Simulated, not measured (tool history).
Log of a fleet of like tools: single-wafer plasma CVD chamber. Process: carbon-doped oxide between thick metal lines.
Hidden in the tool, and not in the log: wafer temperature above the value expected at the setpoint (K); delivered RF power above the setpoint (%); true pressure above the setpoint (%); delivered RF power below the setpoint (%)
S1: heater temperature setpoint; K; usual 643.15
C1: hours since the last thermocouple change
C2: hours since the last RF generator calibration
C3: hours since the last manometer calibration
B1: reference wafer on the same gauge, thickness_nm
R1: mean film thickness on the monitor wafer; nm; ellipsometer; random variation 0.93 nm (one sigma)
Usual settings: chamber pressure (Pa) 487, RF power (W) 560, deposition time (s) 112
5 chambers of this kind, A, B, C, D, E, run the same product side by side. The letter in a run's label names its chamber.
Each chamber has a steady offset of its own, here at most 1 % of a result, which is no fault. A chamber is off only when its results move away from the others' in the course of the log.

run 1A hour=13.4 | S1=643.15 chamber_pressure_(Pa)=487 RF_power_(W)=560 deposition_time_(s)=112 | C1=1819.5 C2=1421.5 C3=529.3 | B1=550.32 | R1=550.86
run 2C hour=25.6 | S1=643.15 chamber_pressure_(Pa)=487 RF_power_(W)=560 deposition_time_(s)=112 | C1=567.9 C2=1293.2 C3=570.8 | B1=550.16 | R1=547.2
run 3D hour=33.6 | S1=643.15 chamber_pressure_(Pa)=487 RF_power_(W)=560 deposition_time_(s)=112 | C1=448 C2=259.5 C3=1177.3 | B1=550.25 | R1=556.5
run 4B hour=44.6 | S1=643.15 chamber_pressure_(Pa)=487 RF_power_(W)=560 deposition_time_(s)=112 | C1=498.2 C2=343.1 C3=708.3 | B1=550.48 | R1=558.27
run 5E hour=51.4 | S1=643.15 chamber_pressure_(Pa)=371 RF_power_(W)=560 deposition_time_(s)=112 | C1=368.9 C2=2106.6 C3=644.6 | B1=550.3 | R1=540.25
run 6C hour=58.6 | S1=643.15 chamber_pressure_(Pa)=371 RF_power_(W)=560 deposition_time_(s)=112 | C1=600.9 C2=1326.2 C3=603.8 | B1=550.37 | R1=532.35
run 7D hour=70.2 | S1=643.15 chamber_pressure_(Pa)=371 RF_power_(W)=560 deposition_time_(s)=112 | C1=484.6 C2=296.1 C3=1213.9 | B1=550.66 | R1=537.99
run 8A hour=82 | S1=643.15 chamber_pressure_(Pa)=371 RF_power_(W)=560 deposition_time_(s)=112 | C1=1888.1 C2=1490.1 C3=597.9 | B1=550.6 | R1=534.66
run 9E hour=93.9 | S1=643.15 chamber_pressure_(Pa)=371 RF_power_(W)=560 deposition_time_(s)=112 | C1=411.4 C2=2149.1 C3=687.1 | B1=550.89 | R1=542.04
run 10B hour=106.4 | S1=643.15 chamber_pressure_(Pa)=487 RF_power_(W)=560 deposition_time_(s)=112 | C1=560 C2=404.9 C3=770.1 | B1=550.75 | R1=556.77
run 11C hour=117 | S1=643.15 chamber_pressure_(Pa)=487 RF_power_(W)=560 deposition_time_(s)=112 | C1=659.3 C2=1384.6 C3=662.2 | B1=550.83 | R1=551.38
run 12B hour=125.5 | S1=630.15 chamber_pressure_(Pa)=487 RF_power_(W)=560 deposition_time_(s)=112 | C1=579.1 C2=424 C3=789.2 | B1=550.95 | R1=573.09
run 13D hour=137.1 | S1=630.15 chamber_pressure_(Pa)=487 RF_power_(W)=560 deposition_time_(s)=112 | C1=551.5 C2=363 C3=1280.8 | B1=550.98 | R1=571.87
-- hour=144.2 chamber E: RF generator calibrated
run 14E hour=146.9 | S1=630.15 chamber_pressure_(Pa)=487 RF_power_(W)=560 deposition_time_(s)=112 | C1=464.4 C2=2.7 C3=740.1 | B1=551.06 | R1=575.72
run 15A hour=159.9 | S1=630.15 chamber_pressure_(Pa)=487 RF_power_(W)=560 deposition_time_(s)=112 | C1=1966 C2=1568 C3=675.8 | B1=551.05 | R1=566.58
run 16E hour=172.4 | S1=630.15 chamber_pressure_(Pa)=487 RF_power_(W)=560 deposition_time_(s)=112 | C1=489.9 C2=28.2 C3=765.6 | B1=551.6 | R1=573.42
run 17D hour=184.1 | S1=643.15 chamber_pressure_(Pa)=487 RF_power_(W)=560 deposition_time_(s)=112 | C1=598.5 C2=410 C3=1327.8 | B1=551.35 | R1=557.32
run 18C hour=197.7 | S1=643.15 chamber_pressure_(Pa)=487 RF_power_(W)=560 deposition_time_(s)=112 | C1=740 C2=1465.3 C3=742.9 | B1=551.42 | R1=548.81
run 19A hour=211.9 | S1=643.15 chamber_pressure_(Pa)=487 RF_power_(W)=560 deposition_time_(s)=112 | C1=2018 C2=1620 C3=727.8 | B1=551.7 | R1=551.05
-- hour=218 chamber D: capacitance manometer re-zeroed and calibrated
run 20B hour=225.1 | S1=643.15 chamber_pressure_(Pa)=487 RF_power_(W)=560 deposition_time_(s)=112 | C1=678.7 C2=523.6 C3=888.8 | B1=551.65 | R1=558.31
run 21B hour=239.2 | S1=643.15 chamber_pressure_(Pa)=487 RF_power_(W)=560 deposition_time_(s)=112 | C1=692.8 C2=537.7 C3=902.9 | B1=551.74 | R1=558.71
run 22E hour=248.3 | S1=643.15 chamber_pressure_(Pa)=487 RF_power_(W)=560 deposition_time_(s)=112 | C1=565.8 C2=104.1 C3=841.5 | B1=551.85 | R1=558.3
run 23A hour=261.8 | S1=643.15 chamber_pressure_(Pa)=487 RF_power_(W)=560 deposition_time_(s)=112 | C1=2067.9 C2=1669.9 C3=777.7 | B1=551.72 | R1=551.4
run 24D hour=269.1 | S1=643.15 chamber_pressure_(Pa)=487 RF_power_(W)=560 deposition_time_(s)=112 | C1=683.5 C2=495 C3=51.2 | B1=552.01 | R1=556.27
run 25C hour=282.5 | S1=643.15 chamber_pressure_(Pa)=487 RF_power_(W)=560 deposition_time_(s)=112 | C1=824.8 C2=1550.1 C3=827.7 | B1=552.11 | R1=551.02
run 26D hour=293 | S1=643.15 chamber_pressure_(Pa)=487 RF_power_(W)=560 deposition_time_(s)=112 | C1=707.4 C2=518.9 C3=75.1 | B1=552.12 | R1=556.4
run 27B hour=305.2 | S1=643.15 chamber_pressure_(Pa)=487 RF_power_(W)=560 deposition_time_(s)=112 | C1=758.8 C2=603.7 C3=968.9 | B1=552.38 | R1=559.37
run 28C hour=318.6 | S1=643.15 chamber_pressure_(Pa)=487 RF_power_(W)=560 deposition_time_(s)=112 | C1=860.9 C2=1586.2 C3=863.8 | B1=552.32 | R1=551.33
run 29E hour=332.9 | S1=643.15 chamber_pressure_(Pa)=487 RF_power_(W)=560 deposition_time_(s)=112 | C1=650.4 C2=188.7 C3=926.1 | B1=552.52 | R1=560.17
run 30A hour=342.9 | S1=643.15 chamber_pressure_(Pa)=487 RF_power_(W)=560 deposition_time_(s)=112 | C1=2149 C2=1751 C3=858.8 | B1=552.54 | R1=551.96
run 31E hour=353.7 | S1=643.15 chamber_pressure_(Pa)=487 RF_power_(W)=560 deposition_time_(s)=112 | C1=671.2 C2=209.5 C3=946.9 | B1=552.57 | R1=560.19
run 32C hour=366.8 | S1=643.15 chamber_pressure_(Pa)=487 RF_power_(W)=560 deposition_time_(s)=112 | C1=909.1 C2=1634.4 C3=912 | B1=552.8 | R1=551.38
run 33B hour=380.3 | S1=643.15 chamber_pressure_(Pa)=487 RF_power_(W)=560 deposition_time_(s)=112 | C1=833.9 C2=678.8 C3=1044 | B1=553.14 | R1=558.61
run 34D hour=394.4 | S1=643.15 chamber_pressure_(Pa)=487 RF_power_(W)=560 deposition_time_(s)=112 | C1=808.8 C2=620.3 C3=176.5 | B1=552.97 | R1=559.17
run 35A hour=405.8 | S1=643.15 chamber_pressure_(Pa)=487 RF_power_(W)=560 deposition_time_(s)=112 | C1=2211.9 C2=1813.9 C3=921.7 | B1=553.02 | R1=553.45
-- hour=416.1 chamber A: RF generator calibrated
run 36C hour=418.8 | S1=643.15 chamber_pressure_(Pa)=487 RF_power_(W)=560 deposition_time_(s)=112 | C1=961.1 C2=1686.4 C3=964 | B1=553.16 | R1=550.41
run 37D hour=425.1 | S1=643.15 chamber_pressure_(Pa)=487 RF_power_(W)=560 deposition_time_(s)=112 | C1=839.5 C2=651 C3=207.2 | B1=553.21 | R1=559.39
run 38E hour=433.7 | S1=643.15 chamber_pressure_(Pa)=487 RF_power_(W)=560 deposition_time_(s)=112 | C1=751.2 C2=289.5 C3=1026.9 | B1=553.41 | R1=559.8
run 39B hour=441.2 | S1=643.15 chamber_pressure_(Pa)=487 RF_power_(W)=560 deposition_time_(s)=112 | C1=894.8 C2=739.7 C3=1104.9 | B1=553.46 | R1=560.16
run 40A hour=449.2 | S1=649.15 chamber_pressure_(Pa)=487 RF_power_(W)=560 deposition_time_(s)=112 | C1=2255.3 C2=33.1 C3=965.1 | B1=553.36 | R1=545.04
run 41D hour=459.5 | S1=649.15 chamber_pressure_(Pa)=487 RF_power_(W)=560 deposition_time_(s)=112 | C1=873.9 C2=685.4 C3=241.6 | B1=553.55 | R1=553.31
run 42C hour=470.7 | S1=649.15 chamber_pressure_(Pa)=487 RF_power_(W)=560 deposition_time_(s)=112 | C1=1013 C2=1738.3 C3=1015.9 | B1=553.83 | R1=545.62
run 43E hour=481 | S1=649.15 chamber_pressure_(Pa)=487 RF_power_(W)=560 deposition_time_(s)=112 | C1=798.5 C2=336.8 C3=1074.2 | B1=553.54 | R1=554.24

What goes on in this fleet: one chamber off, a drifting gauge, or nothing beyond the chambers' own small offsets? Name the chamber and the cause, if any.

The gauge drifts, so all chambers seem to drift together. No chamber is off.
Cause: gauge reads high (%) = 0.686.
